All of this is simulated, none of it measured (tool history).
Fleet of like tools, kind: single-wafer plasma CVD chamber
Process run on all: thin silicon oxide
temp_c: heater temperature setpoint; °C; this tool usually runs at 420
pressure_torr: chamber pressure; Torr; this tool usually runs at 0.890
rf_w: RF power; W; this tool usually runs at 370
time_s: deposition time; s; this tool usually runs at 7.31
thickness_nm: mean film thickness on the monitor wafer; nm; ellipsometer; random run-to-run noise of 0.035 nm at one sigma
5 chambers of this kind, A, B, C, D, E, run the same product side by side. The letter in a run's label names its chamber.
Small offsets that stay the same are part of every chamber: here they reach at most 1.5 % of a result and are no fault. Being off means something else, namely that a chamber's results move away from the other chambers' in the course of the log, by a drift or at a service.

run	hour	temp_c	pressure_torr	rf_w	time_s	hours since the last thermocouple change	hours since the last RF generator calibration	hours since the last manometer calibration	read-back reference wafer on the same gauge, thickness_nm	thickness_nm
1B	9.6	420	0.890	370	7.31	1220.9	1179.0	1657.5	17.195	15.697
2C	19.3	420	0.890	370	7.31	2008.4	158.1	3054.5	17.203	15.927
3D	28.8	420	0.890	370	7.31	2360.8	453.1	2746.4	17.211	15.714
4E	36.2	420	0.890	370	7.31	1007.7	436.2	1736.5	17.207	15.599
5A	48.4	420	0.890	370	7.31	867.5	683.2	1914.5	17.207	15.641
6D	55.9	420	0.890	370	7.31	2387.9	480.2	2773.5	17.197	15.789
7E	63.8	420	0.996	370	7.31	1035.3	463.8	1764.1	17.201	17.158
8A	71.0	420	0.996	370	7.31	890.1	705.8	1937.1	17.195	17.178
9C	79.5	420	0.996	370	7.31	2068.6	218.3	3114.7	17.209	17.455
10B	86.2	420	0.996	370	7.31	1297.5	1255.6	1734.1	17.199	17.223
11A	93.7	420	0.996	370	7.31	912.8	728.5	1959.8	17.202	17.256
12B	104.3	420	0.890	370	7.31	1315.6	1273.7	1752.2	17.212	15.669
13D	111.7	420	0.890	370	7.31	2443.7	536.0	2829.3	17.201	15.778
# hour 116.9: chamber D: capacitance manometer re-zeroed and calibrated
14C	120.4	420	0.890	370	7.31	2109.5	259.2	3155.6	17.212	15.896
15E	132.3	420	0.890	370	7.31	1103.8	532.3	1832.6	17.203	15.602
16A	139.1	420	0.890	370	7.31	958.2	773.9	2005.2	17.193	15.664
17D	147.3	420	0.890	370	7.31	2479.3	571.6	30.4	17.208	16.212
18C	161.8	420	0.890	390	7.31	2150.9	300.6	3197.0	17.198	16.179
19E	168.6	420	0.890	390	7.31	1140.1	568.6	1868.9	17.196	15.918
20B	177.2	420	0.890	390	7.31	1388.5	1346.6	1825.1	17.192	15.951
21C	188.1	420	0.890	390	7.31	2177.2	326.9	3223.3	17.197	16.192
22A	199.1	420	0.890	390	7.31	1018.2	833.9	2065.2	17.192	15.998
23B	209.8	420	0.890	370	7.31	1421.1	1379.2	1857.7	17.208	15.620
24D	222.9	420	0.890	430	7.31	2554.9	647.2	106.0	17.212	17.198
25E	234.8	420	0.890	430	7.31	1206.3	634.8	1935.1	17.200	16.480
26E	243.7	420	0.890	430	7.31	1215.2	643.7	1944.0	17.199	16.479
27A	256.0	420	0.890	430	7.31	1075.1	890.8	2122.1	17.206	16.549
# hour 262.5: chamber D: thermocouple changed; heater temperature recalibrated
28C	267.9	420	0.890	430	7.31	2257.0	406.7	3303.1	17.203	16.787
# hour 274.2: chamber C: capacitance manometer re-zeroed and calibrated
29B	274.9	420	0.890	370	7.31	1486.2	1444.3	1922.8	17.197	15.716
30D	287.9	420	0.890	370	7.31	25.4	712.2	171.0	17.211	16.224
31C	296.1	420	0.890	440	8.25	2285.2	434.9	22.0	17.198	19.061
32E	302.5	420	0.890	440	8.25	1274.0	702.5	2002.8	17.204	18.770
33D	311.2	420	0.890	440	8.25	48.7	735.5	194.3	17.197	19.491
34B	325.0	420	0.890	440	8.25	1536.3	1494.4	1972.9	17.205	18.847
35A	336.0	420	0.890	440	8.25	1155.1	970.8	2202.1	17.206	18.870
36A	344.3	420	0.890	370	7.31	1163.4	979.1	2210.4	17.192	15.676
37D	356.9	420	0.890	370	7.31	94.4	781.2	240.0	17.200	16.247
# hour 360.8: chamber E: capacitance manometer re-zeroed and calibrated
38B	367.6	420	0.890	370	7.31	1578.9	1537.0	2015.5	17.199	15.698
39E	377.1	420	0.890	340	5.92	1348.6	777.1	16.4	17.199	12.229
40C	389.6	420	0.890	340	5.92	2378.7	528.4	115.5	17.205	12.473

All chambers now run identical settings, listed one chamber a line with results as question marks. What results will each chamber show?
41A	400.2	420	0.804	370	7.31					?
41B	400.2	420	0.804	370	7.31					?
41C	400.2	420	0.804	370	7.31					?
41D	400.2	420	0.804	370	7.31					?
41E	400.2	420	0.804	370	7.31					?

run	thickness_nm
41A	14.455
41B	14.357
41C	14.536
41D	14.927
41E	14.292
